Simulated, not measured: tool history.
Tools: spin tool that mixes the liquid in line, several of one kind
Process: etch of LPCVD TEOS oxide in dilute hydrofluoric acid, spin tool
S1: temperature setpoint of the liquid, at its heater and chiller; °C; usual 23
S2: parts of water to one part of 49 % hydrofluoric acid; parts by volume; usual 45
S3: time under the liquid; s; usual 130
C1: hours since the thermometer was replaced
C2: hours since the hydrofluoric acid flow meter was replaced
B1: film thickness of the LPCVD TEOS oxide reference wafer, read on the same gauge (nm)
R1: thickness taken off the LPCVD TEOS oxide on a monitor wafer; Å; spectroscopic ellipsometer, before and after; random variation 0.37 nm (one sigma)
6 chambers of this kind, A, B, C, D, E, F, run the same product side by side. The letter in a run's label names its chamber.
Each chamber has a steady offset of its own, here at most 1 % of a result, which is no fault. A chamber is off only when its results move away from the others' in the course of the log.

At day 0.075: chamber A: thermometer replaced.
At day 0.096: chamber A: hydrofluoric acid flow meter replaced.
Run 1D, day 0.379: usual settings; C1 416.6; C2 841.4; B1 49.982. Result: R1 493.23 Å.
Run 2F, day 0.983: usual settings; C1 234; C2 680.3; B1 49.999. Result: R1 504.26 Å.
Run 3C, day 1.617: usual settings; C1 355.6; C2 1409.1; B1 49.992. Result: R1 498.83 Å.
Run 4E, day 2.133: usual settings; C1 1721.8; C2 946.3; B1 50.033. Result: R1 493.26 Å.
Run 5A, day 2.679: usual settings; C1 62.5; C2 62.1; B1 50.023. Result: R1 499.71 Å.
Run 6B, day 3.167: usual settings but S3 70 s; C1 1935.1; C2 126.5; B1 49.976. Result: R1 267.01 Å.
Run 7A, day 3.679: usual settings but S3 70 s; C1 86.5; C2 86.1; B1 49.976. Result: R1 270.42 Å.
Run 8C, day 4.071: usual settings but S3 70 s; C1 414.5; C2 1468; B1 50.003. Result: R1 268.22 Å.
Run 9D, day 4.529: usual settings but S3 70 s; C1 516.2; C2 941; B1 50.004. Result: R1 272.35 Å.
Run 10E, day 5.071: usual settings but S3 70 s; C1 1792.3; C2 1016.8; B1 49.976. Result: R1 267.73 Å.
Run 11F, day 5.588: usual settings but S3 70 s; C1 344.5; C2 790.8; B1 49.983. Result: R1 272.93 Å.
Run 12B, day 5.979: usual settings; C1 2002.6; C2 194; B1 49.98. Result: R1 499.81 Å.
Run 13A, day 6.262: usual settings; C1 148.5; C2 148.1; B1 49.991. Result: R1 502.41 Å.
At day 6.296: chamber D: thermometer replaced.
Run 14D, day 6.817: usual settings; C1 12.6; C2 995.9; B1 49.971. Result: R1 504.73 Å.
Run 15E, day 7.358: usual settings; C1 1847.2; C2 1071.7; B1 50.007. Result: R1 499.37 Å.
At day 7.712: chamber E: hydrofluoric acid flow meter replaced.
Run 16C, day 7.992: usual settings but S1 26 °C, S2 60 parts by volume; C1 508.6; C2 1562.1; B1 50.036. Result: R1 416.48 Å.
Run 17B, day 8.617: usual settings but S1 26 °C, S2 60 parts by volume; C1 2065.9; C2 257.3; B1 49.99. Result: R1 414.77 Å.
Run 18F, day 8.975: usual settings but S1 26 °C, S2 60 parts by volume; C1 425.8; C2 872.1; B1 50.017. Result: R1 420.33 Å.
Run 19C, day 9.421: usual settings but S1 26 °C, S2 60 parts by volume; C1 542.9; C2 1596.4; B1 49.992. Result: R1 422.49 Å.
At day 9.825: chamber C: hydrofluoric acid flow meter replaced.
Run 20B, day 9.854: usual settings but S1 26 °C, S2 60 parts by volume; C1 2095.6; C2 287; B1 49.981. Result: R1 415.93 Å.
Run 21D, day 10.204: usual settings but S1 26 °C, S2 60 parts by volume; C1 93.9; C2 1077.2; B1 50.012. Result: R1 430.69 Å.
Run 22A, day 10.708: usual settings; C1 255.2; C2 254.8; B1 49.993. Result: R1 498.94 Å.
Run 23F, day 11.096: usual settings but S3 180 s; C1 476.7; C2 923; B1 49.976. Result: R1 689.51 Å.
Run 24E, day 11.521: usual settings but S3 180 s; C1 1947.1; C2 91.5; B1 49.995. Result: R1 686.51 Å.
Run 25C, day 11.954: usual settings but S3 180 s; C1 603.7; C2 51.2; B1 50.014. Result: R1 693.71 Å.
Run 26A, day 12.504: usual settings but S3 180 s; C1 298.3; C2 297.9; B1 49.999. Result: R1 696.29 Å.
Run 27D, day 12.929: usual settings but S3 180 s; C1 159.3; C2 1142.6; B1 50.027. Result: R1 716.18 Å.
Run 28E, day 13.321: usual settings but S3 180 s; C1 1990.3; C2 134.7; B1 49.994. Result: R1 690.45 Å.
Run 29F, day 13.696: usual settings; C1 539.1; C2 985.4; B1 49.989. Result: R1 504.18 Å.
Run 30B, day 14.229: usual settings; C1 2200.6; C2 392; B1 50.026. Result: R1 500.65 Å.
Run 31A, day 14.679: usual settings; C1 350.5; C2 350.1; B1 49.95. Result: R1 497.26 Å.
Run 32C, day 15.033: usual settings; C1 677.6; C2 125.1; B1 49.999. Result: R1 498.18 Å.
Run 33D, day 15.488: usual settings; C1 220.7; C2 1204; B1 49.989. Result: R1 532.06 Å.
Run 34E, day 15.829: usual settings; C1 2050.5; C2 194.9; B1 50.018. Result: R1 494.09 Å.
Run 35F, day 16.304: usual settings; C1 601.7; C2 1048; B1 50. Result: R1 505.38 Å.
Run 36B, day 16.954: usual settings; C1 2266; C2 457.4; B1 50.016. Result: R1 501.8 Å.
Run 37E, day 17.346: usual settings; C1 2086.9; C2 231.3; B1 49.965. Result: R1 497.74 Å.
At day 17.671: chamber B: thermometer replaced.
Run 38D, day 17.954: usual settings but S1 25 °C; C1 279.9; C2 1263.2; B1 50. Result: R1 576.93 Å.
Run 39A, day 18.321: usual settings but S1 25 °C; C1 437.9; C2 437.5; B1 50.001. Result: R1 537.47 Å.
Run 40F, day 18.796: usual settings but S1 25 °C; C1 661.5; C2 1107.8; B1 49.998. Result: R1 540.41 Å.
Run 41B, day 19.312: usual settings but S1 25 °C; C1 39.4; C2 514; B1 49.992. Result: R1 551.9 Å.
Run 42C, day 19.738: usual settings but S1 25 °C; C1 790.5; C2 238; B1 49.957. Result: R1 536.42 Å.

Is one chamber off against the others, does the gauge drift, or is nothing wrong? If a chamber is off, say which, and what the likeliest cause is.

Chamber D drifts away from the others.
Cause: hydrofluoric acid flow above the setpoint (%) = 7.99.

Here are 4 candidates for chamber D's next run, each the usual settings with a change, their results left as question marks. Which one brings its results back in line with what the others give on the usual settings?
In line means no further than this from the other chambers' mean on the usual settings: R1 13 Å
Run 43D-1, day 20.204: usual settings but S1 22.5 °C. Result: R1 ?.
Run 43D-2, day 20.204: usual settings but S3 120 s. Result: R1 ?.
Run 43D-3, day 20.204: usual settings but S1 23.5 °C. Result: R1 ?.
Run 43D-4, day 20.204: usual settings but S3 140 s. Result: R1 ?.

The other chambers' mean on the usual settings: R1 500.4 Å
  run      R1
43D-1  526.98
43D-2  496.73
43D-3   549.7
43D-4  579.52
43D-2 brings the chamber back in line.
